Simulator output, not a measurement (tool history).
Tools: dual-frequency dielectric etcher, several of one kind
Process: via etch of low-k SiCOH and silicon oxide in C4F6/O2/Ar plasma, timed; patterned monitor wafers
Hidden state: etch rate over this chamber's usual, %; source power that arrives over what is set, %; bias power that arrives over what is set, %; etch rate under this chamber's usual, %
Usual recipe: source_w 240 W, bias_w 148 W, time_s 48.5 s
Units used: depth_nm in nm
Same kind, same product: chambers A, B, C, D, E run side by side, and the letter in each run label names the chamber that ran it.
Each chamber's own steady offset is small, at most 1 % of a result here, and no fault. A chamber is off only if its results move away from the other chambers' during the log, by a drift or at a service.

run	day	source_w	bias_w	time_s	hours since the last wet clean	hours since the last source power generator calibration	hours since the last bias power generator calibration	read-back reference wafer on the same gauge, depth_nm	depth_nm
1C	0.225	240	148	48.5	313.5	752.6	1150.6	95.932	104.35
2E	0.458	240	148	48.5	104.5	3727.1	2800.8	96.007	105.2
3B	0.812	240	148	48.5	284.2	61.5	1342.9	95.939	104.31
4D	1.083	240	148	48.5	51.1	1234.4	2467	96.015	104
5A	1.379	240	148	48.5	178.5	1558.9	1283.8	95.91	104.98
6B	1.754	240	148	48.5	306.8	84.1	1365.5	96.113	104.5
7A	1.958	180	148	35.5	192.4	1572.8	1297.7	96.045	68.76
8C	2.3	180	148	35.5	363.3	802.4	1200.4	96.11	69.057
9D	2.738	180	148	35.5	90.8	1274.1	2506.7	95.992	67.836
10E	3.062	180	148	35.5	167	3789.6	2863.3	96.015	68.973
11E	3.458	180	148	35.5	176.5	3799.1	2872.8	95.984	69.226
12B	3.821	200	148	48.5	356.4	133.7	1415.1	96.034	97.001
13C	4.212	200	148	48.5	409.2	848.3	1246.3	95.903	97.508
14D	4.658	200	148	48.5	136.9	1320.2	2552.8	96.017	97.423
15A	5.017	200	148	48.5	265.8	1646.2	1371.1	96.015	98.296
16B	5.388	200	148	48.5	394	171.3	1452.7	95.961	95.809
17D	5.662	240	148	48.5	161	1344.3	2576.9	96.006	104.53
18C	5.883	240	148	48.5	449.3	888.4	1286.4	95.941	104.86
19E	6.279	240	148	48.5	244.2	3866.8	2940.5	96.074	106
20A	6.533	240	148	48.5	302.2	1682.6	1407.5	95.927	104.62
21E	6.958	240	148	48.5	260.5	3883.1	2956.8	95.958	105.41
# day 7.267: chamber C: wet clean of the chamber
22A	7.275	240	148	48.5	320	1700.4	1425.3	96.065	105.37
23C	7.608	240	148	48.5	8.2	929.8	1327.8	96.047	103.51
24D	7.996	240	148	48.5	217	1400.3	2632.9	96.075	104.54
25B	8.454	240	148	48.5	467.6	244.9	1526.3	96.026	100.7
26E	8.688	240	148	48.5	302	3924.6	2998.3	96.007	105.32
27B	9.104	240	148	48.5	483.2	260.5	1541.9	95.961	100.27
28A	9.346	240	148	48.5	369.7	1750.1	1475	95.999	104.66
29C	9.758	240	148	48.5	59.8	981.4	1379.4	96.044	105.15
30D	10.171	240	148	40.5	269.2	1452.5	2685.1	95.914	87.109
31A	10.492	240	148	40.5	397.2	1777.6	1502.5	95.99	87.796

Each of the 5 chambers runs these same settings next. Fill in every chamber's results:
32A	10.829	240	148	57.5					?
32B	10.829	240	148	57.5					?
32C	10.829	240	148	57.5					?
32D	10.829	240	148	57.5					?
32E	10.829	240	148	57.5					?

run	depth_nm
32A	124.86
32B	116.85
32C	123.42
32D	122.62
32E	124.99
